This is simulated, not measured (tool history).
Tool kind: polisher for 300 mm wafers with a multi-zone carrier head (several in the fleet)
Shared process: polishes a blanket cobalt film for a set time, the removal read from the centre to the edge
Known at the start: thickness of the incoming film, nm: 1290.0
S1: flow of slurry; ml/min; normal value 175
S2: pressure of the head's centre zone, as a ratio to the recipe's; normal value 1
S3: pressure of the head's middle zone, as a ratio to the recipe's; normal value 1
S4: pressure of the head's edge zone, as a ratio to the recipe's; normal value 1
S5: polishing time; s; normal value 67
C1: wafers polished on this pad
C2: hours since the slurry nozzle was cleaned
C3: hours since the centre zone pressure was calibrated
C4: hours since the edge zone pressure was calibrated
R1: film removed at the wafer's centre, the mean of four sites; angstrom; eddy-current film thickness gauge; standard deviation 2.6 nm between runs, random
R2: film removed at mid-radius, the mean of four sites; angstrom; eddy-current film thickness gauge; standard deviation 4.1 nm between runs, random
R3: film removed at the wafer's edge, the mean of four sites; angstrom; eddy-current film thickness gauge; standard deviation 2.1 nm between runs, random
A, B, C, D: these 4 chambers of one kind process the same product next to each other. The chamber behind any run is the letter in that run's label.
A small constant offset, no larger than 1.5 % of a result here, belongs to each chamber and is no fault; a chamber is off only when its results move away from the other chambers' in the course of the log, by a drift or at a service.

-- hour=1.3 chamber C: worn pad replaced by a new one
-- hour=4.5 chamber A: edge zone pressure recalibrated
-- hour=8.2 chamber C: edge zone pressure recalibrated
run 1B hour=12.7 | S1=175 S2=1 S3=1 S4=1 S5=67 | C1=81 C2=227.5 C3=208 C4=549.6 | R1=3196.6 R2=3281.2 R3=3226
-- hour=24.4 chamber D: slurry nozzle cleaned
run 2D hour=24.9 | S1=175 S2=1 S3=1 S4=1 S5=67 | C1=241 C2=0.6 C3=591.8 C4=344.4 | R1=3181 R2=3071.2 R3=3217.6
run 3C hour=33.5 | S1=175 S2=1 S3=1 S4=1 S5=67 | C1=199 C2=350 C3=41.7 C4=25.4 | R1=3191.6 R2=3155.8 R3=3195.6
run 4A hour=42.3 | S1=175 S2=1 S3=1 S4=1 S5=67 | C1=587 C2=118.4 C3=346.1 C4=37.9 | R1=3184.9 R2=3201.7 R3=3225.5
run 5B hour=57 | S1=175 S2=1 S3=1 S4=1 S5=67 | C1=354 C2=271.8 C3=252.3 C4=593.9 | R1=3186.7 R2=3277.3 R3=3235.8
run 6C hour=65.2 | S1=150 S2=1 S3=1 S4=1.09 S5=67 | C1=394 C2=381.7 C3=73.4 C4=57.1 | R1=3088.5 R2=3072 R3=3286.1
run 7A hour=72.4 | S1=150 S2=1 S3=1 S4=1.09 S5=67 | C1=772 C2=148.5 C3=376.2 C4=68 | R1=3049.6 R2=3185.3 R3=3308.1
-- hour=79.9 chamber C: slurry nozzle cleaned
run 8D hour=85.1 | S1=150 S2=1 S3=1 S4=1.09 S5=67 | C1=612 C2=60.8 C3=652 C4=404.6 | R1=3136.4 R2=3053.1 R3=3264.6
-- hour=91.4 chamber D: edge zone pressure recalibrated
run 9C hour=91.8 | S1=150 S2=1 S3=1 S4=1.09 S5=67 | C1=558 C2=11.9 C3=100 C4=83.7 | R1=3098.1 R2=3155.8 R3=3273.8
run 10B hour=100.4 | S1=175 S2=1 S3=0.96 S4=0.95 S5=67 | C1=622 C2=315.2 C3=295.7 C4=637.3 | R1=3122.7 R2=3121.5 R3=3136.1
run 11D hour=112 | S1=175 S2=1 S3=0.96 S4=0.95 S5=67 | C1=778 C2=87.7 C3=678.9 C4=20.7 | R1=3211.9 R2=3085.6 R3=3104.1
-- hour=124.5 chamber C: worn pad replaced by a new one
run 12A hour=125.8 | S1=175 S2=1 S3=0.96 S4=0.95 S5=67 | C1=1102 C2=201.9 C3=429.6 C4=121.4 | R1=3147.4 R2=3127.3 R3=3113.4
-- hour=139.2 chamber A: worn pad replaced by a new one
run 13C hour=139.4 | S1=175 S2=1 S3=0.96 S4=0.95 S5=67 | C1=92 C2=59.5 C3=147.6 C4=131.3 | R1=3154.5 R2=3121 R3=3125.4
run 14D hour=153.5 | S1=175 S2=1 S3=1 S4=1 S5=67 | C1=1034 C2=129.2 C3=720.4 C4=62.2 | R1=3190.6 R2=3198.4 R3=3199.6
run 15A hour=164.4 | S1=175 S2=1 S3=1 S4=1 S5=67 | C1=155 C2=240.5 C3=468.2 C4=160 | R1=3181.8 R2=3273.9 R3=3197.1
run 16B hour=171.8 | S1=175 S2=1 S3=1 S4=1 S5=67 | C1=1063 C2=386.6 C3=367.1 C4=708.7 | R1=3154.5 R2=3161 R3=3225.4
-- hour=176.5 chamber D: worn pad replaced by a new one
run 17D hour=184.4 | S1=175 S2=1.04 S3=1.06 S4=1 S5=67 | C1=48 C2=160.1 C3=751.3 C4=93.1 | R1=3362.2 R2=3330 R3=3152.9
-- hour=187 chamber D: centre zone pressure recalibrated
run 18B hour=192.1 | S1=175 S2=1.04 S3=1.06 S4=1 S5=67 | C1=1188 C2=406.9 C3=387.4 C4=729 | R1=3289.8 R2=3309.3 R3=3170.8
-- hour=199.8 chamber B: slurry nozzle cleaned
run 19C hour=202.5 | S1=175 S2=1.04 S3=1.06 S4=1 S5=67 | C1=481 C2=122.6 C3=210.7 C4=194.4 | R1=3396.4 R2=3414.8 R3=3216.9
-- hour=208.3 chamber B: edge zone pressure recalibrated
run 20A hour=210 | S1=175 S2=1.04 S3=1.06 S4=1 S5=67 | C1=436 C2=286.1 C3=513.8 C4=205.6 | R1=3276.4 R2=3407.2 R3=3199.7
-- hour=218.4 chamber B: worn pad replaced by a new one
run 21A hour=224.9 | S1=175 S2=1 S3=1 S4=1 S5=67 | C1=528 C2=301 C3=528.7 C4=220.5 | R1=3167.8 R2=3284.8 R3=3243.9
-- hour=226.6 chamber C: worn pad replaced by a new one
run 22D hour=234.4 | S1=175 S2=1 S3=1 S4=1 S5=67 | C1=357 C2=210.1 C3=47.5 C4=143.1 | R1=2906 R2=3125.2 R3=3192.2
run 23B hour=247.8 | S1=175 S2=1 S3=1 S4=1 S5=67 | C1=181 C2=48 C3=443.1 C4=39.6 | R1=3148.8 R2=3180 R3=3222.7
run 24C hour=255.2 | S1=175 S2=1 S3=1 S4=1 S5=67 | C1=176 C2=175.3 C3=263.4 C4=247.1 | R1=3181.6 R2=3173.5 R3=3233.7
run 25D hour=262.9 | S1=175 S2=1 S3=1 S4=1 S5=67 | C1=533 C2=238.6 C3=76 C4=171.6 | R1=2931 R2=3199.7 R3=3158.6
run 26C hour=275.5 | S1=175 S2=1 S3=1 S4=1 S5=53 | C1=302 C2=195.6 C3=283.7 C4=267.4 | R1=2496.3 R2=2527.2 R3=2549.7
run 27A hour=283.2 | S1=175 S2=1 S3=1 S4=1 S5=53 | C1=888 C2=359.3 C3=587 C4=278.8 | R1=2505.9 R2=2503.6 R3=2539.8
run 28B hour=295.8 | S1=175 S2=1 S3=1 S4=1 S5=53 | C1=477 C2=96 C3=491.1 C4=87.6 | R1=2530.9 R2=2550 R3=2538.7
run 29D hour=303.1 | S1=175 S2=1 S3=1 S4=1 S5=53 | C1=781 C2=278.8 C3=116.2 C4=211.8 | R1=2343.2 R2=2572.6 R3=2499.9

What goes on in this fleet: one chamber off, a drifting gauge, or nothing beyond the chambers' own small offsets? Name the chamber and the cause, if any.

A service left chamber D off against the others.
What lies behind it: centre zone's pressure below its setpoint, % = 7.69.

Which of the 4 candidates below, each the usual settings with something changed and its results left as question marks, puts chamber D back in line with what the other chambers give on the usual settings?
In line here means within this much of the mean the other chambers give on the usual settings: R1 91 angstrom; R2 150 angstrom; R3 73 angstrom
run 30D-1 hour=313.7 | S1=170 S2=0.94 S3=1.01 S4=1.02 S5=66 | R1=? R2=? R3=?
run 30D-2 hour=313.7 | S1=175 S2=0.98 S3=1 S4=1.01 S5=67 | R1=? R2=? R3=?
run 30D-3 hour=313.7 | S1=180 S2=1.06 S3=0.99 S4=0.98 S5=68 | R1=? R2=? R3=?
run 30D-4 hour=313.7 | S1=175 S2=1.02 S3=1 S4=0.99 S5=67 | R1=? R2=? R3=?

On the usual settings, the other chambers give on average: R1 3178.1 angstrom; R2 3198.1 angstrom; R3 3211.8 angstrom
run=30D-1 R1=2677.6 R2=3151.3 R3=3176
run=30D-2 R1=2863.6 R2=3184.1 R3=3219.2
run=30D-3 R1=3188 R2=3214.9 R3=3227.3
run=30D-4 R1=2994.5 R2=3183.5 R3=3185.6
30D-3 is the one that brings the chamber's results back in line with the other chambers.

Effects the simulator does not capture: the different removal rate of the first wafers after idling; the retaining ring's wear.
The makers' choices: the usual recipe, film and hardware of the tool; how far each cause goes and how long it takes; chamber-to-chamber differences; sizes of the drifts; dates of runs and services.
